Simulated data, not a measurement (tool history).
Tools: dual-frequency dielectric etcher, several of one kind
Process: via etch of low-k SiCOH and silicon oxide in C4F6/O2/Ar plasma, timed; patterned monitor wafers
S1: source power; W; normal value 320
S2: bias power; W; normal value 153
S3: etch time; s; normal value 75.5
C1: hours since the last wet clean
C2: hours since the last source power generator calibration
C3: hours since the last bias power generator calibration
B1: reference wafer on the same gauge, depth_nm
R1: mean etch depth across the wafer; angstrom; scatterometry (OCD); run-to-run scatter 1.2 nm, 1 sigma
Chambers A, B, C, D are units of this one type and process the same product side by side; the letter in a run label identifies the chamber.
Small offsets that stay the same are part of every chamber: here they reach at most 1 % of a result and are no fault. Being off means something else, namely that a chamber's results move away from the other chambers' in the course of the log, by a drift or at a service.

run   hour   S1   S2    S3     C1      C2      C3      B1      R1
 1C   11.7  320  153  75.5   45.0  2124.0  3143.0  186.09  1839.0
 2A   24.4  320  153  75.5  147.6  1565.2  1997.0  185.83  1827.3
 3D   38.3  320  153  75.5  156.9   854.8  1756.0  186.08  1845.5
 4B   50.4  320  153  75.5  127.8  1738.1   499.9  186.16  1824.5
 5D   61.2  320  153  75.5  179.8   877.7  1778.9  185.89  1843.4
 6B   75.0  260  153  91.0  152.4  1762.7   524.5  185.98  2048.9
 7C   84.4  260  153  91.0  117.7  2196.7  3215.7  185.83  2070.1
 8A   93.2  260  153  91.0  216.4  1634.0  2065.8  186.33  2040.7
 9C  107.3  260  153  91.0  140.6  2219.6  3238.6  186.02  2051.4
10B  117.1  320  153  75.5  194.5  1804.8   566.6  185.83  1834.4
11D  130.1  320  153  68.5  248.7   946.6  1847.8  186.03  1690.7
12A  142.4  320  153  68.5  265.6  1683.2  2115.0  186.23  1670.8
13D  154.5  320  153  68.5  273.1   971.0  1872.2  185.89  1682.9
     159.1  -- chamber D: bias power generator calibrated
14C  166.5  320  153  68.5  199.8  2278.8  3297.8  185.88  1658.5
15B  178.8  320  153  75.5  256.2  1866.5   628.3  185.98  1838.9
16A  192.4  240  170  75.5  315.6  1733.2  2165.0  185.88  1678.2
17A  200.1  240  170  75.5  323.3  1740.9  2172.7  185.99  1664.5
18D  213.9  240  170  75.5  332.5  1030.4    54.8  186.11  1725.0
19B  223.4  240  170  75.5  300.8  1911.1   672.9  186.11  1692.2
20C  230.0  320  153  75.5  263.3  2342.3  3361.3  185.83  1838.0
21B  241.2  320  153  75.5  318.6  1928.9   690.7  186.13  1818.5
22A  250.8  320  153  75.5  374.0  1791.6  2223.4  186.50  1763.2
23C  264.9  320  153  75.5  298.2  2377.2  3396.2  185.89  1844.2
24D  272.7  320  153  75.5  391.3  1089.2   113.6  186.24  1861.4
25C  282.2  320  153  75.5  315.5  2394.5  3413.5  186.04  1827.1
26A  292.1  320  153  75.5  415.3  1832.9  2264.7  186.04  1750.7
27B  300.8  320  153  75.5  378.2  1988.5   750.3  185.63  1824.4

Is one chamber out of step, is the gauge drifting, or do the chambers differ by no more than their own small offsets? For an off chamber, give its letter and the likeliest cause.

One chamber, A, drifts off from the rest bit by bit.
Cause: etch rate under this chamber's usual, % = 5.33.

Here are 4 candidates for chamber A's next run, each the usual settings with a change, their results left as question marks. Which one brings its results back in line with what the others give on the usual settings?
In-line tolerance around the mean of the other chambers on the usual settings: R1 43.0 angstrom
28A-1  311.2  330  153  82.5                   ?
28A-2  311.2  290  143  75.5                   ?
28A-3  311.2  320  180  75.5                   ?
28A-4  311.2  320  150  68.0                   ?

Usual-settings mean across the other chambers: R1 1843.0 angstrom
  run      R1
28A-1  1932.2
28A-2  1646.7
28A-3  1838.0
28A-4  1564.1
With 28A-3, the chamber falls back in line with the rest.

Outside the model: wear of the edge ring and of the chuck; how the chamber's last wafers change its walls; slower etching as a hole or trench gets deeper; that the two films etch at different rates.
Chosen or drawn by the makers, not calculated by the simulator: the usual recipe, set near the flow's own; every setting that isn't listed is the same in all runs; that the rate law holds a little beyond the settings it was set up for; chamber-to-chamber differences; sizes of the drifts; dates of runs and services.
